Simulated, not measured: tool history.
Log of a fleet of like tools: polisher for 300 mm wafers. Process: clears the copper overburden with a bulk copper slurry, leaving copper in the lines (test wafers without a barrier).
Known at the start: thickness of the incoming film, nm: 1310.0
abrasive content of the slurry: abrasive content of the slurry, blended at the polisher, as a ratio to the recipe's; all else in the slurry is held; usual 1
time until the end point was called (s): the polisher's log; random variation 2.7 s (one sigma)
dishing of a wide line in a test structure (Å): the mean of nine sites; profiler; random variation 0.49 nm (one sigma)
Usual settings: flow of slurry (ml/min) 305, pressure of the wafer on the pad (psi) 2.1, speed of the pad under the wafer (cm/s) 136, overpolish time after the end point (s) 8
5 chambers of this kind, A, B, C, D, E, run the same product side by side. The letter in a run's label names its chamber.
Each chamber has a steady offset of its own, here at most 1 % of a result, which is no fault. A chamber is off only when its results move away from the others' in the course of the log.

run,hour,flow of slurry (ml/min),pressure of the wafer on the pad (psi),speed of the pad under the wafer (cm/s),abrasive content of the slurry,overpolish time after the end point (s),time until the end point was called (s),dishing of a wide line in a test structure (Å)
# hour 3.7: chamber E: slurry nozzle cleaned
# hour 9.6: chamber D: worn pad replaced by a new one
1B,10.9,305,2.1,136,1,8,171.88,395.27
2A,23.8,305,2.1,136,1,8,175.58,395.24
# hour 26.7: chamber E: slurry blender recalibrated
3C,32.7,305,2.1,136,1,8,173.9,390.35
# hour 38.8: chamber B: worn pad replaced by a new one
4D,40.2,305,2.1,136,1,8,178.85,387.45
# hour 49.5: chamber C: slurry nozzle cleaned
5E,49.8,305,2.1,136,1,8,174.49,396.09
6A,58.6,305,2.1,136,1,8,174.4,384.03
# hour 66.9: chamber A: worn pad replaced by a new one
7D,72.8,305,2.1,136,1,8,169.1,388.72
# hour 87: chamber D: worn pad replaced by a new one
8C,87.4,305,2.1,136,1,8,177.43,391.18
# hour 91.3: chamber D: slurry nozzle cleaned
9B,94.7,305,2.1,136,1,8,176.04,383.14
10E,102.7,305,2.1,136,1,8,172.79,391.76
# hour 108.9: chamber C: worn pad replaced by a new one
# hour 115.6: chamber A: slurry blender recalibrated
# hour 116.4: chamber B: worn pad replaced by a new one
11E,117.1,305,2.1,136,1,8,173.72,389.37
# hour 117.2: chamber C: head pressure recalibrated
# hour 120.8: chamber C: slurry blender recalibrated
# hour 124.9: chamber E: slurry blender recalibrated
12D,132.4,305,2.1,136,1,8,174.44,395.49
# hour 135.6: chamber A: worn pad replaced by a new one
# hour 145.8: chamber B: slurry blender recalibrated
13C,147.9,305,2.1,136,1,8,178.05,382.24
14A,155.1,305,2.1,136,1,8,168.74,397.69
# hour 159.1: chamber B: slurry nozzle cleaned
# hour 163.9: chamber E: worn pad replaced by a new one
15B,166.4,305,2.1,136,1,8,170.37,385.07
# hour 169.1: chamber D: worn pad replaced by a new one
16C,180.9,305,2.1,136,1,8,170.94,391.34
# hour 187: chamber B: worn pad replaced by a new one
17E,191.5,305,2.1,136,1,8,172.11,395.12
# hour 193.8: chamber B: head pressure recalibrated
18D,204.8,305,1.8,106,1,8,260.47,273.35
# hour 210.9: chamber A: worn pad replaced by a new one
# hour 218.1: chamber E: slurry blender recalibrated
19A,219.6,305,1.8,106,1,8,257.21,275.62
20B,231.8,305,1.8,106,1,8,294.03,248.19
# hour 237.7: chamber D: worn pad replaced by a new one
21B,240.3,305,1.8,106,1,8,294.7,247.89
# hour 244.7: chamber C: worn pad replaced by a new one
22A,249.7,305,1.8,106,1,8,257.85,277.93
# hour 254: chamber B: worn pad replaced by a new one
23D,262.8,305,2.1,136,1,12,169.56,528.07
24C,278,305,2.1,136,1,12,175.72,535.98
25E,286.1,305,2.1,136,1,12,175.93,534.1
26B,294.7,305,2.1,136,1,12,197.15,493.35
# hour 295.2: chamber A: worn pad replaced by a new one
27D,307.1,305,2.1,136,1,12,173.64,531.26
28E,314.4,305,2.1,136,1,8,173.26,395.82
# hour 316.7: chamber E: worn pad replaced by a new one
# hour 319.2: chamber D: slurry blender recalibrated
# hour 320: chamber D: worn pad replaced by a new one
# hour 325: chamber A: slurry blender recalibrated
29A,327.1,305,2.1,136,1,8,176.75,388.29
# hour 334.1: chamber E: slurry blender recalibrated
30C,334.9,305,2.1,136,1,8,175.26,393.42
# hour 339.3: chamber B: worn pad replaced by a new one
31C,350.6,305,2.1,136,1,8,172.52,389.68
32E,365.2,305,2.1,136,1,8,176.06,388.27
# hour 368: chamber A: worn pad replaced by a new one
33D,375.9,305,2.1,136,1,8,174.19,388.29
34B,384.4,305,2.1,136,1,8,193.13,354.26
35A,393.5,305,2.1,136,1,8,177.09,396.39

All 5 chambers run these settings next. Forecast each chamber's results:
36A,404.8,305,1.6,136,1,8,?,?
36B,404.8,305,1.6,136,1,8,?,?
36C,404.8,305,1.6,136,1,8,?,?
36D,404.8,305,1.6,136,1,8,?,?
36E,404.8,305,1.6,136,1,8,?,?

run,time until the end point was called (s),dishing of a wide line in a test structure (Å)
36A,226.65,306.82
36B,264.75,272.8
36C,229.82,306.13
36D,227.21,307.62
36E,231.28,304.28
